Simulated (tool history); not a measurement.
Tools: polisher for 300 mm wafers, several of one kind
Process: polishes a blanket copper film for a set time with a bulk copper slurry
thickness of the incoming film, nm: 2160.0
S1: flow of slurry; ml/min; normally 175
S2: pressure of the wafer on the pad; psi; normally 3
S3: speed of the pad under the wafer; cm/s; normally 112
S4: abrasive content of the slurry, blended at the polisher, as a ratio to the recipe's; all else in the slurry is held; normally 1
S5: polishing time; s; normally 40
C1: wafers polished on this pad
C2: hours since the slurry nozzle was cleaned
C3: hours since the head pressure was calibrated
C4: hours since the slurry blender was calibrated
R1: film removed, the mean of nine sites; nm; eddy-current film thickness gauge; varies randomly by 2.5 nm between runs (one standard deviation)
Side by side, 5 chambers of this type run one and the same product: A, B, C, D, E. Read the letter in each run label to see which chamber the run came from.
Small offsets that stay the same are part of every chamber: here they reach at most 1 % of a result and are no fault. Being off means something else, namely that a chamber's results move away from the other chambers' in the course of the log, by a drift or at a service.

| run | hour | S1 | S2 | S3 | S4 | S5 | C1 | C2 | C3 | C4 | R1 |
|---|---|---|---|---|---|---|---|---|---|---|---|
| 1C | 4.7 | 175 | 3 | 112 | 1 | 40 | 679 | 441 | 1126.2 | 264.7 | 377.87 |
| 2A | 11.8 | 175 | 3 | 112 | 1 | 40 | 1050 | 451.4 | 790.7 | 37.7 | 380.77 |
|  | 11.9 | chamber A: worn pad replaced by a new one |
|  | 16.6 | chamber B: worn pad replaced by a new one |
| 3D | 19.9 | 175 | 3 | 112 | 1 | 40 | 514 | 89.4 | 153.1 | 112.6 | 376.8 |
|  | 23.5 | chamber D: worn pad replaced by a new one |
| 4B | 29.7 | 175 | 3 | 112 | 1 | 40 | 112 | 51.3 | 144.5 | 34.3 | 387.14 |
| 5E | 38.1 | 175 | 3 | 112 | 1 | 40 | 379 | 662.9 | 816.1 | 488.4 | 383.66 |
| 6E | 44.4 | 175 | 3 | 112 | 1 | 40 | 432 | 669.2 | 822.4 | 494.7 | 383.36 |
|  | 46.7 | chamber A: head pressure recalibrated |
| 7B | 49.8 | 175 | 3 | 112 | 1 | 40 | 282 | 71.4 | 164.6 | 54.4 | 381.63 |
| 8A | 56 | 175 | 3 | 112 | 1 | 40 | 374 | 495.6 | 9.3 | 81.9 | 381.68 |
|  | 58.9 | chamber E: worn pad replaced by a new one |
|  | 59.6 | chamber E: slurry blender recalibrated |
| 9D | 64.3 | 175 | 3 | 112 | 1 | 40 | 346 | 133.8 | 197.5 | 157 | 378.97 |
| 10C | 70.2 | 175 | 3 | 112 | 1 | 40 | 1235 | 506.5 | 1191.7 | 330.2 | 378.83 |
| 11A | 79.4 | 175 | 3 | 112 | 1 | 40 | 573 | 519 | 32.7 | 105.3 | 381.37 |
|  | 82.7 | chamber D: worn pad replaced by a new one |
| 12B | 87.6 | 175 | 3 | 112 | 1 | 40 | 603 | 109.2 | 202.4 | 92.2 | 378.18 |
| 13D | 95.6 | 140 | 3 | 112 | 1 | 45 | 110 | 165.1 | 228.8 | 188.3 | 412.16 |
|  | 96.4 | chamber B: worn pad replaced by a new one |
|  | 98.7 | chamber A: slurry nozzle cleaned |
| 14C | 104.2 | 140 | 3 | 112 | 1 | 45 | 1524 | 540.5 | 1225.7 | 364.2 | 400.43 |
| 15E | 111 | 140 | 3 | 112 | 1 | 45 | 442 | 735.8 | 889 | 51.4 | 420.76 |
| 16E | 117.3 | 140 | 3 | 112 | 1 | 45 | 496 | 742.1 | 895.3 | 57.7 | 411.88 |
| 17D | 124.2 | 140 | 3 | 112 | 1 | 45 | 353 | 193.7 | 257.4 | 216.9 | 409.57 |
|  | 127.3 | chamber E: worn pad replaced by a new one |
|  | 128.8 | chamber E: slurry nozzle cleaned |
|  | 131.1 | chamber C: head pressure recalibrated |
| 18C | 131.3 | 175 | 3 | 112 | 1 | 40 | 1754 | 567.6 | 0.2 | 391.3 | 368.44 |
| 19B | 137.3 | 175 | 3 | 112 | 1 | 40 | 347 | 158.9 | 252.1 | 141.9 | 379.69 |
| 20A | 147.3 | 175 | 3 | 112 | 1 | 40 | 1149 | 48.6 | 100.6 | 173.2 | 380.28 |
|  | 154.2 | chamber D: worn pad replaced by a new one |
| 21D | 157.2 | 175 | 2.3 | 96 | 1 | 40 | 26 | 226.7 | 290.4 | 249.9 | 246.89 |
| 22E | 162.3 | 175 | 2.3 | 96 | 1 | 40 | 297 | 33.5 | 940.3 | 102.7 | 251.96 |
| 23C | 167.2 | 175 | 2.3 | 96 | 1 | 40 | 2059 | 603.5 | 36.1 | 427.2 | 241.26 |
|  | 172 | chamber A: worn pad replaced by a new one |
| 24A | 177 | 175 | 2.3 | 96 | 1 | 40 | 42 | 78.3 | 130.3 | 202.9 | 249.62 |
| 25B | 182.7 | 175 | 2.3 | 96 | 1 | 40 | 733 | 204.3 | 297.5 | 187.3 | 248.54 |
|  | 188.8 | chamber E: worn pad replaced by a new one |
| 26C | 190.8 | 150 | 3 | 80 | 1 | 40 | 2259 | 627.1 | 59.7 | 450.8 | 253.83 |
|  | 191.1 | chamber B: worn pad replaced by a new one |
| 27A | 199.9 | 150 | 3 | 80 | 1 | 40 | 237 | 101.2 | 153.2 | 225.8 | 266.24 |
| 28D | 207.2 | 150 | 3 | 80 | 1 | 40 | 450 | 276.7 | 340.4 | 299.9 | 263.19 |
| 29E | 215 | 150 | 3 | 80 | 1 | 40 | 222 | 86.2 | 993 | 155.4 | 266.52 |
| 30B | 222 | 150 | 3 | 80 | 1 | 40 | 263 | 243.6 | 336.8 | 226.6 | 263.73 |
| 31D | 229.8 | 175 | 3 | 112 | 1 | 40 | 642 | 299.3 | 363 | 322.5 | 378.74 |
| 32E | 238.3 | 175 | 3 | 112 | 1 | 40 | 420 | 109.5 | 1016.3 | 178.7 | 389.77 |

Next, every chamber runs the same settings. What will each give?
| 33A | 245.8 | 175 | 3 | 112 | 1 | 40 |  |  |  |  | ? |
| 33B | 245.8 | 175 | 3 | 112 | 1 | 40 |  |  |  |  | ? |
| 33C | 245.8 | 175 | 3 | 112 | 1 | 40 |  |  |  |  | ? |
| 33D | 245.8 | 175 | 3 | 112 | 1 | 40 |  |  |  |  | ? |
| 33E | 245.8 | 175 | 3 | 112 | 1 | 40 |  |  |  |  | ? |

| run | R1 |
|---|---|
| 33A | 381.01 |
| 33B | 377.51 |
| 33C | 356.05 |
| 33D | 375.6 |
| 33E | 384.1 |
